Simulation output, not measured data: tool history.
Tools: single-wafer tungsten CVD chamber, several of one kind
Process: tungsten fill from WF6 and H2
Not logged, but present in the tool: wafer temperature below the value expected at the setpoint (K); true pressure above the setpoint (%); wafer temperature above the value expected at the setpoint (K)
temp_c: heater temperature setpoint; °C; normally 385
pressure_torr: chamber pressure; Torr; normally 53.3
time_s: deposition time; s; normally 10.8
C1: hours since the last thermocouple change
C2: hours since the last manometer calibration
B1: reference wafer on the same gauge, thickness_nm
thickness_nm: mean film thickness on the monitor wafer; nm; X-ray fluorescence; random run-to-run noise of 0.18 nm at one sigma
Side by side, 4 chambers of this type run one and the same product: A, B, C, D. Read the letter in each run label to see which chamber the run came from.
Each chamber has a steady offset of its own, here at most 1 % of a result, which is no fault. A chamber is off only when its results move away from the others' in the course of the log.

run 1B day=0.188 | temp_c=385 pressure_torr=53.3 time_s=10.8 | C1=46 C2=230.6 | B1=30.808 | thickness_nm=30.758
run 2A day=0.558 | temp_c=385 pressure_torr=53.3 time_s=10.8 | C1=1426.2 C2=176.1 | B1=30.813 | thickness_nm=30.625
run 3D day=0.75 | temp_c=385 pressure_torr=53.3 time_s=10.8 | C1=47.6 C2=159.6 | B1=30.781 | thickness_nm=30.586
run 4C day=1 | temp_c=385 pressure_torr=53.3 time_s=10.8 | C1=1102.3 C2=569.5 | B1=30.796 | thickness_nm=30.411
run 5A day=1.292 | temp_c=385 pressure_torr=53.3 time_s=10.8 | C1=1443.8 C2=193.7 | B1=30.834 | thickness_nm=30.6
run 6B day=1.604 | temp_c=385 pressure_torr=53.3 time_s=10.8 | C1=80 C2=264.6 | B1=30.771 | thickness_nm=30.359
run 7D day=1.938 | temp_c=385 pressure_torr=58.6 time_s=10.8 | C1=76.1 C2=188.1 | B1=30.8 | thickness_nm=31.972
run 8C day=2.142 | temp_c=385 pressure_torr=58.6 time_s=10.8 | C1=1129.7 C2=596.9 | B1=30.825 | thickness_nm=32.229
run 9C day=2.317 | temp_c=385 pressure_torr=58.6 time_s=10.8 | C1=1133.9 C2=601.1 | B1=30.77 | thickness_nm=31.54
run 10B day=2.662 | temp_c=385 pressure_torr=58.6 time_s=10.8 | C1=105.4 C2=290 | B1=30.82 | thickness_nm=32.325
run 11D day=2.983 | temp_c=385 pressure_torr=53.3 time_s=10.8 | C1=101.2 C2=213.2 | B1=30.857 | thickness_nm=30.766
run 12A day=3.279 | temp_c=385 pressure_torr=53.3 time_s=10.8 | C1=1491.5 C2=241.4 | B1=30.81 | thickness_nm=30.749
run 13B day=3.533 | temp_c=385 pressure_torr=53.3 time_s=10.8 | C1=126.3 C2=310.9 | B1=30.795 | thickness_nm=30.693
run 14C day=3.854 | temp_c=385 pressure_torr=53.3 time_s=10.8 | C1=1170.8 C2=638 | B1=30.85 | thickness_nm=30.55
run 15A day=4.1 | temp_c=385 pressure_torr=53.3 time_s=10.8 | C1=1511.2 C2=261.1 | B1=30.843 | thickness_nm=30.554
run 16D day=4.362 | temp_c=385 pressure_torr=53.3 time_s=10.8 | C1=134.3 C2=246.3 | B1=30.788 | thickness_nm=30.891
run 17C day=4.6 | temp_c=385 pressure_torr=53.3 time_s=10.8 | C1=1188.7 C2=655.9 | B1=30.804 | thickness_nm=30.415
run 18D day=4.938 | temp_c=385 pressure_torr=53.3 time_s=10.8 | C1=148.1 C2=260.1 | B1=30.839 | thickness_nm=30.778
run 19B day=5.188 | temp_c=385 pressure_torr=53.3 time_s=10.8 | C1=166 C2=350.6 | B1=30.82 | thickness_nm=30.627
run 20A day=5.492 | temp_c=385 pressure_torr=53.3 time_s=10.8 | C1=1544.6 C2=294.5 | B1=30.779 | thickness_nm=30.334
run 21B day=5.85 | temp_c=385 pressure_torr=60.4 time_s=12 | C1=181.9 C2=366.5 | B1=30.794 | thickness_nm=35.959
run 22A day=6.117 | temp_c=385 pressure_torr=60.4 time_s=12 | C1=1559.6 C2=309.5 | B1=30.746 | thickness_nm=36.302
-- day=6.254 chamber C: thermocouple changed; heater temperature recalibrated
run 23D day=6.333 | temp_c=385 pressure_torr=60.4 time_s=12 | C1=181.6 C2=293.6 | B1=30.806 | thickness_nm=35.873
run 24C day=6.612 | temp_c=385 pressure_torr=60.4 time_s=12 | C1=8.6 C2=704.2 | B1=30.802 | thickness_nm=33.852
run 25B day=6.912 | temp_c=385 pressure_torr=53.3 time_s=10.8 | C1=207.4 C2=392 | B1=30.79 | thickness_nm=31.04
run 26A day=7.221 | temp_c=385 pressure_torr=53.3 time_s=10.8 | C1=1586.1 C2=336 | B1=30.789 | thickness_nm=31.16
run 27D day=7.55 | temp_c=385 pressure_torr=53.3 time_s=10.8 | C1=210.8 C2=322.8 | B1=30.796 | thickness_nm=30.841
run 28C day=7.817 | temp_c=385 pressure_torr=53.3 time_s=10.8 | C1=37.5 C2=733.1 | B1=30.839 | thickness_nm=29.037
run 29C day=8.104 | temp_c=385 pressure_torr=53.3 time_s=10.8 | C1=44.4 C2=740 | B1=30.788 | thickness_nm=28.918
run 30D day=8.467 | temp_c=385 pressure_torr=47.5 time_s=10.8 | C1=232.8 C2=344.8 | B1=30.788 | thickness_nm=28.878
run 31A day=8.825 | temp_c=385 pressure_torr=47.5 time_s=10.8 | C1=1624.6 C2=374.5 | B1=30.806 | thickness_nm=29.177
run 32B day=9.133 | temp_c=385 pressure_torr=47.5 time_s=10.8 | C1=260.7 C2=445.3 | B1=30.811 | thickness_nm=29.377
run 33C day=9.442 | temp_c=385 pressure_torr=47.5 time_s=10.8 | C1=76.5 C2=772.1 | B1=30.782 | thickness_nm=27.262
run 34A day=9.633 | temp_c=397 pressure_torr=53.3 time_s=10.8 | C1=1644 C2=393.9 | B1=30.805 | thickness_nm=38.592
run 35B day=9.833 | temp_c=397 pressure_torr=53.3 time_s=10.8 | C1=277.5 C2=462.1 | B1=30.816 | thickness_nm=38.844
run 36D day=10.15 | temp_c=397 pressure_torr=53.3 time_s=10.8 | C1=273.2 C2=385.2 | B1=30.792 | thickness_nm=38.62
run 37A day=10.517 | temp_c=397 pressure_torr=53.3 time_s=10.8 | C1=1665.2 C2=415.1 | B1=30.768 | thickness_nm=38.365
run 38B day=10.854 | temp_c=385 pressure_torr=53.3 time_s=10.8 | C1=302 C2=486.6 | B1=30.82 | thickness_nm=30.945
run 39D day=11.133 | temp_c=385 pressure_torr=62.2 time_s=12.9 | C1=296.8 C2=408.8 | B1=30.819 | thickness_nm=39.235

Has any chamber moved away from the others, gradually or after a service, or does the common gauge drift, or do the chambers differ only by their own small steady offsets? State the chamber and the most likely cause if one applies.

A service on chamber C put it out of line with the rest.
Most likely cause: wafer temperature below the value expected at the setpoint (K) = 2.48.

Here are 4 candidates for chamber C's next run, each the usual settings with a change, their results left as question marks. Which one brings its results back in line with what the others give on the usual settings?
Counts as in line when no further than this from what the other chambers average on the usual settings: thickness_nm 0.64 nm
run 40C-1 day=11.412 | temp_c=385 pressure_torr=56.2 time_s=11.6 | thickness_nm=?
run 40C-2 day=11.412 | temp_c=385 pressure_torr=51.7 time_s=10.3 | thickness_nm=?
run 40C-3 day=11.412 | temp_c=385 pressure_torr=54.9 time_s=11.3 | thickness_nm=?
run 40C-4 day=11.412 | temp_c=385 pressure_torr=53.3 time_s=9.7 | thickness_nm=?

Usual-settings mean across the other chambers: thickness_nm 30.699 nm
run=40C-1 thickness_nm=31.89
run=40C-2 thickness_nm=27.268
run=40C-3 thickness_nm=30.739
run=40C-4 thickness_nm=26.025
The right change is 40C-3: it brings the chamber back within the allowed miss of the others.
